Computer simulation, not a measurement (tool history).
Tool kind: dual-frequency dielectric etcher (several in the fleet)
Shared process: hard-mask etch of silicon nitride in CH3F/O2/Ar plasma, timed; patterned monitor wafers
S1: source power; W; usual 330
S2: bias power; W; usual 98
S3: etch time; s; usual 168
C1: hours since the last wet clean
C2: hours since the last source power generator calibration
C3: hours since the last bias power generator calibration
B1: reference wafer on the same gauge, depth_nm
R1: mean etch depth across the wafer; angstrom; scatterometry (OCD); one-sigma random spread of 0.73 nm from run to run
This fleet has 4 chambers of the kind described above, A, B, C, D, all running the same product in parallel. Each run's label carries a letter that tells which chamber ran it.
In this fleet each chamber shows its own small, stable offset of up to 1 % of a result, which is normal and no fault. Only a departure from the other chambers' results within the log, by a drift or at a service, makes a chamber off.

{"run": "1A", "hour": 7.1, "S1": 330, "S2": 98, "S3": 168, "C1": 453.8, "C2": 1403.7, "C3": 2464.3, "B1": 143.13, "R1": 1219.8}
{"run": "2C", "hour": 14.0, "S1": 330, "S2": 98, "S3": 168, "C1": 146.5, "C2": 1820.6, "C3": 156.4, "B1": 143.1, "R1": 1233.2}
{"run": "3B", "hour": 21.3, "S1": 330, "S2": 98, "S3": 168, "C1": 182.7, "C2": 1351.1, "C3": 1381.6, "B1": 143.04, "R1": 1251.6}
{"hour": 22.4, "done": "chamber A: wet clean of the chamber"}
{"run": "4D", "hour": 29.2, "S1": 330, "S2": 98, "S3": 168, "C1": 174, "C2": 1703.2, "C3": 925, "B1": 143.21, "R1": 1225.8}
{"run": "5B", "hour": 36.8, "S1": 330, "S2": 79, "S3": 153, "C1": 198.2, "C2": 1366.6, "C3": 1397.1, "B1": 142.85, "R1": 1038.6}
{"run": "6C", "hour": 42.7, "S1": 330, "S2": 79, "S3": 153, "C1": 175.2, "C2": 1849.3, "C3": 185.1, "B1": 143.16, "R1": 1028.7}
{"run": "7A", "hour": 51.9, "S1": 330, "S2": 79, "S3": 153, "C1": 29.5, "C2": 1448.5, "C3": 2509.1, "B1": 143.16, "R1": 1028.6}
{"run": "8D", "hour": 61.7, "S1": 330, "S2": 79, "S3": 153, "C1": 206.5, "C2": 1735.7, "C3": 957.5, "B1": 143, "R1": 1032.7}
{"run": "9C", "hour": 72.0, "S1": 330, "S2": 98, "S3": 168, "C1": 204.5, "C2": 1878.6, "C3": 214.4, "B1": 143.12, "R1": 1225.4}
{"run": "10A", "hour": 77.6, "S1": 330, "S2": 98, "S3": 168, "C1": 55.2, "C2": 1474.2, "C3": 2534.8, "B1": 142.93, "R1": 1222.2}
{"run": "11B", "hour": 86.4, "S1": 330, "S2": 98, "S3": 168, "C1": 247.8, "C2": 1416.2, "C3": 1446.7, "B1": 142.78, "R1": 1228.8}
{"run": "12D", "hour": 93.2, "S1": 330, "S2": 98, "S3": 168, "C1": 238, "C2": 1767.2, "C3": 989, "B1": 143.08, "R1": 1230.9}
{"run": "13B", "hour": 103.4, "S1": 330, "S2": 98, "S3": 168, "C1": 264.8, "C2": 1433.2, "C3": 1463.7, "B1": 143.24, "R1": 1219.2}
{"run": "14A", "hour": 110.0, "S1": 330, "S2": 98, "S3": 168, "C1": 87.6, "C2": 1506.6, "C3": 2567.2, "B1": 143.06, "R1": 1233.8}
{"run": "15D", "hour": 118.8, "S1": 330, "S2": 98, "S3": 168, "C1": 263.6, "C2": 1792.8, "C3": 1014.6, "B1": 142.83, "R1": 1211.8}
{"run": "16C", "hour": 128.8, "S1": 330, "S2": 98, "S3": 168, "C1": 261.3, "C2": 1935.4, "C3": 271.2, "B1": 142.79, "R1": 1232.5}
{"run": "17C", "hour": 135.8, "S1": 330, "S2": 98, "S3": 168, "C1": 268.3, "C2": 1942.4, "C3": 278.2, "B1": 143.05, "R1": 1226}
{"run": "18A", "hour": 145.2, "S1": 330, "S2": 98, "S3": 168, "C1": 122.8, "C2": 1541.8, "C3": 2602.4, "B1": 143.13, "R1": 1229.5}
{"run": "19D", "hour": 152.3, "S1": 330, "S2": 98, "S3": 168, "C1": 297.1, "C2": 1826.3, "C3": 1048.1, "B1": 142.91, "R1": 1217.4}
{"run": "20B", "hour": 159.3, "S1": 330, "S2": 98, "S3": 168, "C1": 320.7, "C2": 1489.1, "C3": 1519.6, "B1": 143.08, "R1": 1237.3}
{"run": "21C", "hour": 166.5, "S1": 330, "S2": 98, "S3": 168, "C1": 299, "C2": 1973.1, "C3": 308.9, "B1": 143.11, "R1": 1214.7}
{"run": "22B", "hour": 173.8, "S1": 330, "S2": 98, "S3": 168, "C1": 335.2, "C2": 1503.6, "C3": 1534.1, "B1": 142.96, "R1": 1237.4}
{"run": "23D", "hour": 181.9, "S1": 330, "S2": 98, "S3": 168, "C1": 326.7, "C2": 1855.9, "C3": 1077.7, "B1": 142.95, "R1": 1223.3}
{"run": "24A", "hour": 188.4, "S1": 330, "S2": 98, "S3": 168, "C1": 166, "C2": 1585, "C3": 2645.6, "B1": 142.92, "R1": 1213.6}
{"run": "25B", "hour": 196.4, "S1": 330, "S2": 98, "S3": 168, "C1": 357.8, "C2": 1526.2, "C3": 1556.7, "B1": 142.89, "R1": 1240}

Does one chamber stand apart from the rest, does the shared gauge drift, or is all well apart from small per-chamber offsets? Give the chamber and the most likely cause, where there is one.

Beyond each chamber's small constant offset nothing stands out, and the gauge stays steady.
